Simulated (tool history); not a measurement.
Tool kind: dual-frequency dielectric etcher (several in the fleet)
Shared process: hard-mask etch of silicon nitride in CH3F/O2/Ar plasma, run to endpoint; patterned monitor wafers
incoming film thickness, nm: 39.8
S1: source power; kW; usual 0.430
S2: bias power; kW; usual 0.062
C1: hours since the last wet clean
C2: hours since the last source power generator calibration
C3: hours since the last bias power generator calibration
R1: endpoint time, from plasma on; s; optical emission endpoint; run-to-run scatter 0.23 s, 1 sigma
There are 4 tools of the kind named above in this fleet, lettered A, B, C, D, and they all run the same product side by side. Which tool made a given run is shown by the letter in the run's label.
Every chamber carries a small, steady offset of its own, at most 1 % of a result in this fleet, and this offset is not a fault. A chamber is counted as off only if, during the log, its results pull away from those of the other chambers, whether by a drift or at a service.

{"run": "1A", "hour": 3.4, "S1": 0.43, "S2": 0.062, "C1": 414.9, "C2": 630.8, "C3": 1601.6, "R1": 58.408}
{"run": "2C", "hour": 7.4, "S1": 0.43, "S2": 0.062, "C1": 83.9, "C2": 506.4, "C3": 2485.8, "R1": 59.466}
{"run": "3B", "hour": 10.6, "S1": 0.43, "S2": 0.062, "C1": 289.3, "C2": 2625.5, "C3": 3046.5, "R1": 59.064}
{"run": "4D", "hour": 14.1, "S1": 0.43, "S2": 0.062, "C1": 425.6, "C2": 123.6, "C3": 2566.0, "R1": 58.653}
{"run": "5A", "hour": 17.8, "S1": 0.43, "S2": 0.062, "C1": 429.3, "C2": 645.2, "C3": 1616.0, "R1": 58.731}
{"run": "6D", "hour": 21.9, "S1": 0.43, "S2": 0.062, "C1": 433.4, "C2": 131.4, "C3": 2573.8, "R1": 58.806}
{"hour": 23.7, "done": "chamber D: wet clean of the chamber"}
{"run": "7C", "hour": 26.0, "S1": 0.43, "S2": 0.062, "C1": 102.5, "C2": 525.0, "C3": 2504.4, "R1": 59.59}
{"run": "8B", "hour": 30.1, "S1": 0.43, "S2": 0.062, "C1": 308.8, "C2": 2645.0, "C3": 3066.0, "R1": 59.145}
{"run": "9A", "hour": 32.1, "S1": 0.43, "S2": 0.062, "C1": 443.6, "C2": 659.5, "C3": 1630.3, "R1": 58.372}
{"run": "10D", "hour": 34.6, "S1": 0.43, "S2": 0.062, "C1": 10.9, "C2": 144.1, "C3": 2586.5, "R1": 58.527}
{"run": "11C", "hour": 37.0, "S1": 0.43, "S2": 0.062, "C1": 113.5, "C2": 536.0, "C3": 2515.4, "R1": 59.389}
{"run": "12B", "hour": 39.2, "S1": 0.43, "S2": 0.062, "C1": 317.9, "C2": 2654.1, "C3": 3075.1, "R1": 59.271}
{"run": "13A", "hour": 41.9, "S1": 0.43, "S2": 0.062, "C1": 453.4, "C2": 669.3, "C3": 1640.1, "R1": 58.632}
{"run": "14C", "hour": 45.6, "S1": 0.43, "S2": 0.062, "C1": 122.1, "C2": 544.6, "C3": 2524.0, "R1": 59.926}
{"run": "15B", "hour": 48.8, "S1": 0.43, "S2": 0.062, "C1": 327.5, "C2": 2663.7, "C3": 3084.7, "R1": 59.396}
{"run": "16D", "hour": 51.9, "S1": 0.43, "S2": 0.062, "C1": 28.2, "C2": 161.4, "C3": 2603.8, "R1": 58.754}
{"run": "17C", "hour": 56.0, "S1": 0.43, "S2": 0.062, "C1": 132.5, "C2": 555.0, "C3": 2534.4, "R1": 60.121}
{"run": "18D", "hour": 59.0, "S1": 0.43, "S2": 0.062, "C1": 35.3, "C2": 168.5, "C3": 2610.9, "R1": 58.697}
{"run": "19B", "hour": 61.2, "S1": 0.43, "S2": 0.062, "C1": 339.9, "C2": 2676.1, "C3": 3097.1, "R1": 59.3}
{"run": "20A", "hour": 64.7, "S1": 0.43, "S2": 0.062, "C1": 476.2, "C2": 692.1, "C3": 1662.9, "R1": 58.232}
{"run": "21C", "hour": 68.3, "S1": 0.43, "S2": 0.062, "C1": 144.8, "C2": 567.3, "C3": 2546.7, "R1": 60.278}
{"run": "22B", "hour": 71.4, "S1": 0.43, "S2": 0.062, "C1": 350.1, "C2": 2686.3, "C3": 3107.3, "R1": 58.963}
{"run": "23D", "hour": 74.0, "S1": 0.43, "S2": 0.062, "C1": 50.3, "C2": 183.5, "C3": 2625.9, "R1": 59.271}
{"run": "24A", "hour": 77.6, "S1": 0.43, "S2": 0.062, "C1": 489.1, "C2": 705.0, "C3": 1675.8, "R1": 58.81}
{"run": "25B", "hour": 81.7, "S1": 0.43, "S2": 0.062, "C1": 360.4, "C2": 2696.6, "C3": 3117.6, "R1": 58.936}
{"run": "26D", "hour": 84.1, "S1": 0.43, "S2": 0.062, "C1": 60.4, "C2": 193.6, "C3": 2636.0, "R1": 59.191}
{"run": "27A", "hour": 85.9, "S1": 0.43, "S2": 0.062, "C1": 497.4, "C2": 713.3, "C3": 1684.1, "R1": 58.812}
{"run": "28C", "hour": 88.4, "S1": 0.43, "S2": 0.062, "C1": 164.9, "C2": 587.4, "C3": 2566.8, "R1": 60.47}
{"run": "29B", "hour": 91.2, "S1": 0.39, "S2": 0.054, "C1": 369.9, "C2": 2706.1, "C3": 3127.1, "R1": 63.719}
{"run": "30C", "hour": 94.8, "S1": 0.39, "S2": 0.054, "C1": 171.3, "C2": 593.8, "C3": 2573.2, "R1": 65.825}
{"run": "31D", "hour": 97.1, "S1": 0.39, "S2": 0.054, "C1": 73.4, "C2": 206.6, "C3": 2649.0, "R1": 64.323}

Each of the 4 chambers runs these same settings next. Fill in every chamber's results:
{"run": "32A", "hour": 100.2, "S1": 0.54, "S2": 0.062, "R1": "?"}
{"run": "32B", "hour": 100.2, "S1": 0.54, "S2": 0.062, "R1": "?"}
{"run": "32C", "hour": 100.2, "S1": 0.54, "S2": 0.062, "R1": "?"}
{"run": "32D", "hour": 100.2, "S1": 0.54, "S2": 0.062, "R1": "?"}

run=32A R1=53.784
run=32B R1=53.869
run=32C R1=55.980
run=32D R1=54.016

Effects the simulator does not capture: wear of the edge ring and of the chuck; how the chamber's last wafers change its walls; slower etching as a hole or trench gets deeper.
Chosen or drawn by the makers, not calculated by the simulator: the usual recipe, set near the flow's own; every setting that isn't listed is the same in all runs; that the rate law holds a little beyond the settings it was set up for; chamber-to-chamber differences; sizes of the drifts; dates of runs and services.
